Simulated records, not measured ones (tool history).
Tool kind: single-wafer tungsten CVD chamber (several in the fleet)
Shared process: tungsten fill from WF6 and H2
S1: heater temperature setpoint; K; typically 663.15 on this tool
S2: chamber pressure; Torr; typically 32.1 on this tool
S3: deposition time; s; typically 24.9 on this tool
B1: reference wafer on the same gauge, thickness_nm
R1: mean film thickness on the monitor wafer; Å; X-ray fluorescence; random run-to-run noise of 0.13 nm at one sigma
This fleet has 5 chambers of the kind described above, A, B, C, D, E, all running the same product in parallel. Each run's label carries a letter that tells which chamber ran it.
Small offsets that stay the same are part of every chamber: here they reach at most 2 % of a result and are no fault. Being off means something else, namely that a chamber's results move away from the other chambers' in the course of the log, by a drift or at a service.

| run | hour | S1 | S2 | S3 | B1 | R1 |
|---|---|---|---|---|---|---|
|  | 4.8 | chamber C: thermocouple changed; heater temperature recalibrated |
| 1C | 9.7 | 663.15 | 32.1 | 24.9 | 70.808 | 613.51 |
| 2B | 17.4 | 663.15 | 32.1 | 24.9 | 70.8 | 605.61 |
| 3E | 24.5 | 663.15 | 32.1 | 24.9 | 70.84 | 616.31 |
| 4A | 31.6 | 663.15 | 32.1 | 24.9 | 70.836 | 618.65 |
| 5D | 39.7 | 663.15 | 32.1 | 24.9 | 70.788 | 618.34 |
| 6A | 44.9 | 668.15 | 27.2 | 24.9 | 70.737 | 626.12 |
| 7C | 55.4 | 668.15 | 27.2 | 24.9 | 70.811 | 625.91 |
| 8E | 65.4 | 668.15 | 27.2 | 24.9 | 70.775 | 627.03 |
| 9B | 74.7 | 668.15 | 27.2 | 24.9 | 70.783 | 617.16 |
| 10D | 81.9 | 668.15 | 27.2 | 24.9 | 70.834 | 627.51 |
| 11B | 91.7 | 663.15 | 32.1 | 24.9 | 70.781 | 609.82 |
| 12C | 101.1 | 663.15 | 35.2 | 24.9 | 70.782 | 640.37 |
| 13A | 112.2 | 663.15 | 35.2 | 24.9 | 70.815 | 648.52 |
| 14D | 122.5 | 663.15 | 35.2 | 24.9 | 70.799 | 645.15 |
| 15E | 132.2 | 663.15 | 35.2 | 24.9 | 70.795 | 636.88 |
| 16D | 137.7 | 663.15 | 35.2 | 24.9 | 70.805 | 642.93 |
|  | 142.4 | chamber B: capacitance manometer re-zeroed and calibrated |
| 17C | 146.1 | 663.15 | 32.1 | 24.9 | 70.807 | 615.03 |
| 18E | 151.5 | 663.15 | 32.1 | 24.9 | 70.792 | 609.23 |
| 19B | 158.2 | 663.15 | 32.1 | 24.9 | 70.783 | 608.78 |
| 20A | 165.8 | 663.15 | 32.1 | 24.9 | 70.8 | 615.64 |
| 21D | 174.9 | 663.15 | 32.1 | 24.9 | 70.812 | 616.18 |
| 22C | 182.2 | 649.15 | 32.1 | 24.9 | 70.814 | 467.74 |
| 23E | 189.2 | 649.15 | 32.1 | 24.9 | 70.781 | 457.89 |
| 24A | 195.9 | 649.15 | 32.1 | 24.9 | 70.754 | 469.56 |
| 25B | 206.4 | 649.15 | 32.1 | 24.9 | 70.802 | 459.58 |
| 26C | 217.8 | 649.15 | 32.1 | 24.9 | 70.793 | 466.56 |
| 27E | 224.3 | 663.15 | 32.1 | 24.9 | 70.774 | 605.73 |
| 28B | 235.5 | 663.15 | 32.1 | 24.9 | 70.784 | 609.16 |
| 29A | 245.2 | 663.15 | 32.1 | 24.9 | 70.835 | 617.52 |
| 30D | 252.6 | 663.15 | 32.1 | 24.9 | 70.812 | 617.58 |

Is one chamber off against the others, does the gauge drift, or is nothing wrong? If a chamber is off, say which, and what the likeliest cause is.

Little by little, chamber E moves away from the other chambers.
What lies behind it: true pressure below the setpoint (%) = 4.83.
Not necessarily distinguishable in this log from: wafer temperature below the value expected at the setpoint (K).

Below are 4 candidate recipes for chamber E's next run, each the usual settings with a change, their results shown as question marks. Which of them brings E's results back in line with what the other chambers give on the usual settings?
In line here means within this much of the mean the other chambers give on the usual settings: R1 4.9 Å
| 31E-1 | 261.2 | 664.15 | 32.1 | 25 |  | ? |
| 31E-2 | 261.2 | 663.15 | 31.7 | 24.5 |  | ? |
| 31E-3 | 261.2 | 663.15 | 32.1 | 26 |  | ? |
| 31E-4 | 261.2 | 663.15 | 32.1 | 23.8 |  | ? |

Average result of the remaining chambers running the usual settings: R1 614.76 Å
| run | R1 |
|---|---|
| 31E-1 | 614.45 |
| 31E-2 | 587.34 |
| 31E-3 | 627.08 |
| 31E-4 | 573.81 |
It is 31E-1 that realigns the chamber with its peers.
